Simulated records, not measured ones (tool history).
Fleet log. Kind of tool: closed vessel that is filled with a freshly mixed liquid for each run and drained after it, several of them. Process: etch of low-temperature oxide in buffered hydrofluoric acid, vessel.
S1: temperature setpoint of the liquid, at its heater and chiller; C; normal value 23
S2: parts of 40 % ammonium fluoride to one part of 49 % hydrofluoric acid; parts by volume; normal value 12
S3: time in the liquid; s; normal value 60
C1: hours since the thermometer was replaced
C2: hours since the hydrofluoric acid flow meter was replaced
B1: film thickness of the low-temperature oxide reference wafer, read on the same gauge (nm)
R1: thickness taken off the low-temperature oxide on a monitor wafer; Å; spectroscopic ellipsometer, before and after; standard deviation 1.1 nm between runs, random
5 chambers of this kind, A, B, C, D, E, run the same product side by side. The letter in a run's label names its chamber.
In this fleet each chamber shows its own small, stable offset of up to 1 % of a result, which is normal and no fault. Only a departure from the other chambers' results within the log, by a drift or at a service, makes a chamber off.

run   hour  S1  S2  S3      C1      C2      B1      R1
 1A    3.2  23  12  60   907.8   520.6  89.979  1337.8
 2D    7.5  23  12  60   135.8     513  89.988  1335.9
 3E   12.1  23  12  60    1814  1264.6  90.011  1321.8
 4B   18.8  23  12  60   274.7    80.4      90  1344.5
 5C     24  23  12  60   570.4  1933.8  89.995  1347.5
 6A   30.2  25  12  60   934.8   547.6   90.01  1500.2
 7E     36  25  12  60  1837.9  1288.5  90.016  1516.4
 8D   41.9  25  12  60   170.2   547.4  89.973  1506.5
 9C   44.9  25  12  60   591.3  1954.7  89.994    1493
10B   50.7  25  12  60   306.6   112.3  89.994  1497.8
11B   56.3  23  12  60   312.2   117.9  89.969  1354.8
12A   62.1  23  12  60   966.7   579.5  90.015  1338.5
13E   65.1  23  12  60    1867  1317.6  89.985  1321.3
14C   69.1  23  12  60   615.5  1978.9  90.022  1358.2
      73.1  -- chamber C: hydrofluoric acid flow meter replaced
15D   73.1  23  12  60   201.4   578.6  89.997  1366.7
16B   77.9  23  12  60   333.8   139.5  90.009  1322.4
17C   81.6  23  12  60     628     8.5  90.011  1348.4
18D   87.1  23  12  60   215.4   592.6  90.015    1398
19E     90  23  15  35  1891.9  1342.5  89.957  618.96
20A   95.3  23  15  35   999.9   612.7  90.014  627.51
21A   99.7  23  15  35  1004.3   617.1  89.992  621.39
22C  104.7  23  15  35   651.1    31.6  90.036  616.63
23B  111.1  23  15  35     367   172.7  90.024  626.34
24E  115.7  23  12  60  1917.6  1368.2  89.984  1320.8
25D  119.6  23  12  60   247.9   625.1  90.005  1409.6
26A  125.8  23  12  60  1030.4   643.2  89.992  1347.5
27E  129.3  23  12  60  1931.2  1381.8   90.02  1329.4
28C  133.4  23  12  60   679.8    60.3  90.013  1340.8
29B  136.6  20  12  40   392.5   198.2  90.041  757.73
     138.6  -- chamber C: thermometer replaced
30D  139.6  20  12  40   267.9   645.1  90.016  812.18
31C  145.2  20  12  40     6.7    72.1  90.006  751.37
32D  149.8  20  12  40   278.1   655.3  89.997  814.86
33E  153.5  20  12  40  1955.4    1406  89.988  757.19
34A  157.2  23  12  80  1061.8   674.6  90.017  1796.6

The same settings go to every chamber for the next run, one line per chamber below. Forecast the results for each:
35A  162.1  27  12  60               ?
35B  162.1  27  12  60               ?
35C  162.1  27  12  60               ?
35D  162.1  27  12  60               ?
35E  162.1  27  12  60               ?

run      R1
35A  1687.9
35B  1644.5
35C  1622.1
35D  1796.3
35E  1660.1
